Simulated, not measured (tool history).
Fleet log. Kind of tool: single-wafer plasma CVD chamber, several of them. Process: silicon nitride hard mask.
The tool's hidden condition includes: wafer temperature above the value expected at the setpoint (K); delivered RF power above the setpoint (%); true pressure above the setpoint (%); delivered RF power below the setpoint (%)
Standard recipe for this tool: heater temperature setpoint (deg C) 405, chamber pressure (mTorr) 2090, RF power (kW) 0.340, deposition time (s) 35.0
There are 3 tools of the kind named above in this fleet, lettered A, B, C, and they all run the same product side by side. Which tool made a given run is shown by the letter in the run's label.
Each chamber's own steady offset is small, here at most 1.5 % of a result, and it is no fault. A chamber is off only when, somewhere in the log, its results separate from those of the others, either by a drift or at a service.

| run | day | heater temperature setpoint (deg C) | chamber pressure (mTorr) | RF power (kW) | deposition time (s) | hours since the last thermocouple change | hours since the last RF generator calibration | hours since the last manometer calibration | read-back reference wafer on the same gauge, thickness_nm | mean film thickness on the monitor wafer (Å) |
|---|---|---|---|---|---|---|---|---|---|---|
| 1C | 0.308 | 405 | 2090 | 0.340 | 35.0 | 376.6 | 905.1 | 123.5 | 43.891 | 462.07 |
| 2B | 0.783 | 405 | 2090 | 0.340 | 35.0 | 1836.9 | 1246.2 | 1625.0 | 43.881 | 465.59 |
| 3A | 1.233 | 405 | 2090 | 0.340 | 35.0 | 410.0 | 1682.7 | 2511.7 | 43.862 | 466.01 |
| 4A | 1.683 | 405 | 2090 | 0.340 | 35.0 | 420.8 | 1693.5 | 2522.5 | 43.846 | 464.79 |
| 5C | 2.000 | 405 | 2090 | 0.340 | 35.0 | 417.2 | 945.7 | 164.1 | 43.822 | 462.35 |
| 6B | 2.450 | 405 | 2090 | 0.340 | 35.0 | 1876.9 | 1286.2 | 1665.0 | 43.836 | 466.44 |
| 7A | 2.696 | 405 | 2090 | 0.340 | 35.0 | 445.1 | 1717.8 | 2546.8 | 43.822 | 466.32 |
| 8B | 3.075 | 405 | 2090 | 0.340 | 35.0 | 1891.9 | 1301.2 | 1680.0 | 43.815 | 465.44 |
|  | 3.321 | chamber B: RF generator calibrated |
| 9C | 3.521 | 405 | 2090 | 0.340 | 35.0 | 453.7 | 982.2 | 200.6 | 43.799 | 461.61 |
| 10A | 4.004 | 405 | 2090 | 0.340 | 35.0 | 476.5 | 1749.2 | 2578.2 | 43.765 | 465.48 |
| 11C | 4.479 | 405 | 2090 | 0.340 | 35.0 | 476.7 | 1005.2 | 223.6 | 43.793 | 461.63 |
| 12B | 4.733 | 394 | 2090 | 0.395 | 35.0 | 1931.7 | 33.9 | 1719.8 | 43.759 | 513.34 |
| 13A | 5.021 | 394 | 2090 | 0.395 | 35.0 | 500.9 | 1773.6 | 2602.6 | 43.735 | 512.33 |
| 14C | 5.542 | 394 | 2090 | 0.395 | 35.0 | 502.2 | 1030.7 | 249.1 | 43.723 | 508.37 |
| 15B | 6.008 | 405 | 2090 | 0.340 | 35.0 | 1962.3 | 64.5 | 1750.4 | 43.714 | 464.14 |
|  | 6.192 | chamber A: capacitance manometer re-zeroed and calibrated |
| 16B | 6.296 | 405 | 2090 | 0.340 | 35.0 | 1969.2 | 71.4 | 1757.3 | 43.715 | 465.59 |
| 17A | 6.725 | 405 | 2090 | 0.340 | 35.0 | 541.8 | 1814.5 | 12.8 | 43.674 | 463.51 |
| 18C | 7.029 | 405 | 2090 | 0.405 | 35.0 | 537.9 | 1066.4 | 284.8 | 43.696 | 511.53 |
| 19A | 7.550 | 405 | 2090 | 0.405 | 35.0 | 561.6 | 1834.3 | 32.6 | 43.656 | 514.09 |
| 20C | 8.029 | 405 | 2090 | 0.405 | 35.0 | 561.9 | 1090.4 | 308.8 | 43.662 | 512.76 |
| 21B | 8.467 | 405 | 2090 | 0.340 | 35.0 | 2021.3 | 123.5 | 1809.4 | 43.666 | 465.61 |
| 22A | 8.917 | 405 | 2090 | 0.340 | 35.0 | 594.4 | 1867.1 | 65.4 | 43.636 | 461.84 |
| 23B | 9.304 | 405 | 2090 | 0.340 | 35.0 | 2041.4 | 143.6 | 1829.5 | 43.622 | 464.63 |
| 24C | 9.771 | 405 | 2090 | 0.340 | 35.0 | 603.7 | 1132.2 | 350.6 | 43.609 | 460.60 |
| 25C | 10.046 | 412 | 2090 | 0.340 | 37.4 | 610.3 | 1138.8 | 357.2 | 43.589 | 489.73 |

Read the log: is a single chamber off, either drifting away or since a service, is the gauge that measures every chamber drifting, or is nothing wrong beyond small per-chamber offsets? Name any odd chamber and what most likely caused it.

None of the chambers is off. What moves is the gauge, dragging all their readings along together.
What lies behind it: gauge reads low (%) = 0.714.

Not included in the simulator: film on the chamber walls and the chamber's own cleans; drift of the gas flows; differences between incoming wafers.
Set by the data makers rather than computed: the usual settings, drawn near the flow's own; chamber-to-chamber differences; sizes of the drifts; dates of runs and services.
